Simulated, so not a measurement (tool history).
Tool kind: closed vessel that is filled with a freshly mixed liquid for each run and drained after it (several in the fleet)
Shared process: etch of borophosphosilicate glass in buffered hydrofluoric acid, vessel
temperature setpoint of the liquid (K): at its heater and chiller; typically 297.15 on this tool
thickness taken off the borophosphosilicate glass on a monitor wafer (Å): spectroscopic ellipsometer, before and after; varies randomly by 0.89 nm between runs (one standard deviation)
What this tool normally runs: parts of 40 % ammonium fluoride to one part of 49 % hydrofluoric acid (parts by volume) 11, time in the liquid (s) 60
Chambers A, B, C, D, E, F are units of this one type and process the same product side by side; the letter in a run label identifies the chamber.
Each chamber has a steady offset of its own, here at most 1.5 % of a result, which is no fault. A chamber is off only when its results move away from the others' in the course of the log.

run	hour	temperature setpoint of the liquid (K)	parts of 40 % ammonium fluoride to one part of 49 % hydrofluoric acid (parts by volume)	time in the liquid (s)	read-back film thickness of the borophosphosilicate glass reference wafer, read on the same gauge (nm)	thickness taken off the borophosphosilicate glass on a monitor wafer (Å)
1C	3.4	297.15	11	60	89.988	1101.6
2B	9	297.15	11	60	89.973	1131.9
3A	13.3	297.15	11	60	90.002	1100.4
4F	20.4	297.15	11	60	90	1100.4
5E	26.3	297.15	11	60	90.006	1089.1
6D	30.1	297.15	11	60	90.02	1104
7D	33.8	297.15	11	30	90.029	553.49
8F	40.4	297.15	11	30	89.982	548.02
9A	45.4	297.15	11	30	90.009	553.45
10B	49.9	297.15	11	30	89.988	557.84
11C	54.3	297.15	11	30	89.991	546.29
12E	57.7	297.15	11	30	89.982	556.04
13B	64.5	297.15	11	60	89.984	1116.1
14D	70.6	293.65	11	45	89.969	687.63
15C	74.8	293.65	11	45	89.989	687.52
16A	78.4	293.65	11	45	90.044	681.96
17E	82.8	293.65	11	45	89.955	691.07
18F	87.5	293.65	11	45	89.978	690.92
19B	93.4	293.65	11	45	89.942	692.18
20A	100.5	297.15	11	60	90.01	1091.6
21C	105	297.15	11	60	90.035	1106.8
22F	111.9	297.15	11	40	90.046	728.09
23D	115.3	297.15	11	40	90.009	735.49
24E	119.6	297.15	11	40	90.021	721.51
25A	123.1	297.15	11	40	89.955	735.11
26E	130.2	297.15	11	40	89.972	722.59
27D	133.9	297.15	11	40	90.007	728.13
28C	137.8	297.15	11	60	90.019	1118
29F	141.9	292.65	7.5	60	89.977	1216.4
30B	148.1	292.65	7.5	60	90.007	1244.3
31B	153.8	292.65	7.5	60	89.998	1265.2
32D	158.7	292.65	7.5	60	90.048	1243.5
33A	165.5	292.65	7.5	60	89.992	1233.2
34F	170.7	292.65	7.5	60	89.978	1229.5
35C	177.4	292.65	11	90	90.027	1299.6
36E	180.6	292.65	11	90	89.993	1227.6
37B	186	292.65	11	90	89.984	1310.5
38E	190.6	292.65	11	90	89.978	1237
39C	193.8	292.65	11	90	90.003	1302.1
40A	199.7	292.65	11	90	90.024	1297.5
41F	206.7	297.15	11	60	89.999	1100.2
42D	214	297.15	11	60	89.998	1112.1
43A	219.4	297.15	11	60	90.035	1096.5
44B	223.4	297.15	11	60	89.981	1118.5

One chamber off, gauge drift, or nothing amiss beyond the chambers' own small offsets? If it is a chamber, which one, and what is the likeliest cause?

One chamber, E, drifts off from the rest bit by bit.
Cause: hydrofluoric acid flow below the setpoint (%) = 8.7.
The log might look much the same if the cause were instead: liquid colder than its thermometer reads (K).

Here are 4 candidates for chamber E's next run, each the usual settings with a change, their results left as question marks. Which one brings its results back in line with what the others give on the usual settings?
In line here means within this much of the mean the other chambers give on the usual settings: thickness taken off the borophosphosilicate glass on a monitor wafer (Å) 31
45E-1	228.6	296.15	12.5	60		?
45E-2	228.6	297.15	11	55		?
45E-3	228.6	297.15	9	60		?
45E-4	228.6	297.15	10	60		?

The mean the other chambers reach with the usual settings: thickness taken off the borophosphosilicate glass on a monitor wafer (Å) 1107.5
run	thickness taken off the borophosphosilicate glass on a monitor wafer (Å)
45E-1	840.6
45E-2	923.66
45E-3	1223.7
45E-4	1108.2
With 45E-4, the chamber falls back in line with the rest.

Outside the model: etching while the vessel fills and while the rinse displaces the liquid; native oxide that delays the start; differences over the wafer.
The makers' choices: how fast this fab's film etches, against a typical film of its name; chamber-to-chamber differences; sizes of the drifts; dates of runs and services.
